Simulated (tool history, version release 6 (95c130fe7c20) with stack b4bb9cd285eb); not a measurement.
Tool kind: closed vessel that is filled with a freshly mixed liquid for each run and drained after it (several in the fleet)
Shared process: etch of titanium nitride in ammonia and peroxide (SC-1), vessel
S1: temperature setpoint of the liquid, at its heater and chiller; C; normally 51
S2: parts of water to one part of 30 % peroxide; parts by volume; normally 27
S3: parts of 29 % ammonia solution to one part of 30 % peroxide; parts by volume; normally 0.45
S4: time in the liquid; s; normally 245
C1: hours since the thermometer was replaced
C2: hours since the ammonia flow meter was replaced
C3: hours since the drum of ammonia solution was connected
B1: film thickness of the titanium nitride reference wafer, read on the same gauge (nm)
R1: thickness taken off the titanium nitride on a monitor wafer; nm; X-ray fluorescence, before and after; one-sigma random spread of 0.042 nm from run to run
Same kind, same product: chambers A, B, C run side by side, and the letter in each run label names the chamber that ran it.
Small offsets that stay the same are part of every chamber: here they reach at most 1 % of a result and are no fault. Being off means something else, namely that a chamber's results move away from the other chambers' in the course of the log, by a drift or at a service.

run 1B day=0.588 | S1=51 S2=27 S3=0.45 S4=245 | C1=2083.4 C2=1029.0 C3=59.9 | B1=40.024 | R1=7.3906
run 2C day=0.979 | S1=51 S2=27 S3=0.45 S4=245 | C1=2608.7 C2=1556.4 C3=214.5 | B1=39.982 | R1=7.4851
-- day=1.504 chamber C: ammonia flow meter replaced
run 3A day=1.562 | S1=51 S2=27 S3=0.45 S4=245 | C1=2156.8 C2=162.6 C3=219.7 | B1=39.986 | R1=7.5671
run 4A day=2.146 | S1=51 S2=27 S3=0.45 S4=245 | C1=2170.8 C2=176.6 C3=233.7 | B1=39.980 | R1=7.5718
run 5B day=2.517 | S1=51 S2=27 S3=0.45 S4=245 | C1=2129.7 C2=1075.3 C3=106.2 | B1=39.952 | R1=7.4061
-- day=2.917 chamber A: new drum of ammonia solution connected
run 6C day=3.112 | S1=51 S2=27 S3=0.45 S4=245 | C1=2659.9 C2=38.7 C3=265.7 | B1=39.999 | R1=7.4346
run 7A day=3.671 | S1=51 S2=27 S3=0.45 S4=245 | C1=2207.4 C2=213.2 C3=18.2 | B1=39.991 | R1=7.4370
run 8C day=4.238 | S1=51 S2=27 S3=0.45 S4=245 | C1=2686.9 C2=65.7 C3=292.7 | B1=39.990 | R1=7.4072
run 9B day=4.650 | S1=51 S2=27 S3=0.45 S4=245 | C1=2180.9 C2=1126.5 C3=157.4 | B1=39.993 | R1=7.5280
run 10B day=5.038 | S1=51 S2=27 S3=0.45 S4=245 | C1=2190.2 C2=1135.8 C3=166.7 | B1=40.032 | R1=7.4870
run 11C day=5.421 | S1=51 S2=27 S3=0.45 S4=245 | C1=2715.3 C2=94.1 C3=321.1 | B1=40.014 | R1=7.4966
-- day=5.688 chamber C: new drum of ammonia solution connected
run 12A day=5.904 | S1=51 S2=27 S3=0.45 S4=245 | C1=2261.0 C2=266.8 C3=71.8 | B1=40.003 | R1=7.6200
run 13A day=6.225 | S1=51 S2=27 S3=0.45 S4=245 | C1=2268.7 C2=274.5 C3=79.5 | B1=40.011 | R1=7.4633
-- day=6.567 chamber B: ammonia flow meter replaced
run 14B day=6.704 | S1=51 S2=27 S3=0.45 S4=245 | C1=2230.2 C2=3.3 C3=206.7 | B1=39.994 | R1=7.5196
run 15C day=7.083 | S1=51 S2=27 S3=0.45 S4=245 | C1=2755.2 C2=134.0 C3=33.6 | B1=40.029 | R1=7.4483
run 16C day=7.388 | S1=51 S2=27 S3=0.45 S4=245 | C1=2762.5 C2=141.3 C3=40.9 | B1=39.975 | R1=7.4053
run 17A day=7.688 | S1=51 S2=27 S3=0.45 S4=245 | C1=2303.8 C2=309.6 C3=114.6 | B1=40.024 | R1=7.5272
run 18B day=8.121 | S1=51 S2=27 S3=0.45 S4=245 | C1=2264.2 C2=37.3 C3=240.7 | B1=39.978 | R1=7.4575
run 19C day=8.412 | S1=51 S2=27 S3=0.45 S4=245 | C1=2787.1 C2=165.9 C3=65.5 | B1=40.010 | R1=7.5046
run 20B day=8.833 | S1=51 S2=27 S3=0.45 S4=245 | C1=2281.3 C2=54.4 C3=257.8 | B1=39.995 | R1=7.4473
run 21A day=9.221 | S1=51 S2=27 S3=0.45 S4=245 | C1=2340.6 C2=346.4 C3=151.4 | B1=40.005 | R1=7.6017
run 22B day=9.800 | S1=51 S2=27 S3=0.45 S4=160 | C1=2304.5 C2=77.6 C3=281.0 | B1=40.008 | R1=4.8606
run 23C day=10.417 | S1=51 S2=27 S3=0.45 S4=160 | C1=2835.2 C2=214.0 C3=113.6 | B1=40.054 | R1=4.9029
run 24A day=10.933 | S1=51 S2=27 S3=0.45 S4=160 | C1=2381.7 C2=387.5 C3=192.5 | B1=39.982 | R1=4.9129
run 25C day=11.421 | S1=51 S2=27 S3=0.45 S4=245 | C1=2859.3 C2=238.1 C3=137.7 | B1=40.013 | R1=7.4507
run 26A day=12.021 | S1=51 S2=27 S3=0.45 S4=245 | C1=2407.8 C2=413.6 C3=218.6 | B1=40.011 | R1=7.4823
run 27B day=12.517 | S1=51 S2=27 S3=0.60 S4=245 | C1=2369.7 C2=142.8 C3=346.2 | B1=39.984 | R1=7.8994
run 28A day=12.904 | S1=51 S2=27 S3=0.60 S4=245 | C1=2429.0 C2=434.8 C3=239.8 | B1=40.011 | R1=7.9342
run 29C day=13.383 | S1=51 S2=27 S3=0.60 S4=245 | C1=2906.4 C2=285.2 C3=184.8 | B1=40.022 | R1=7.8356
run 30B day=13.650 | S1=51 S2=27 S3=0.45 S4=245 | C1=2396.9 C2=170.0 C3=373.4 | B1=39.981 | R1=7.4319
run 31C day=14.192 | S1=51 S2=27 S3=0.45 S4=245 | C1=2925.8 C2=304.6 C3=204.2 | B1=40.008 | R1=7.4829
-- day=14.412 chamber B: new drum of ammonia solution connected
run 32B day=14.675 | S1=51 S2=27 S3=0.45 S4=245 | C1=2421.5 C2=194.6 C3=6.3 | B1=40.031 | R1=7.4623

The same settings go to every chamber for the next run, one line per chamber below. Forecast the results for each:
run 33A day=15.117 | S1=51 S2=27 S3=0.45 S4=245 | R1=?
run 33B day=15.117 | S1=51 S2=27 S3=0.45 S4=245 | R1=?
run 33C day=15.117 | S1=51 S2=27 S3=0.45 S4=245 | R1=?

run=33A R1=7.4888
run=33B R1=7.4869
run=33C R1=7.4536
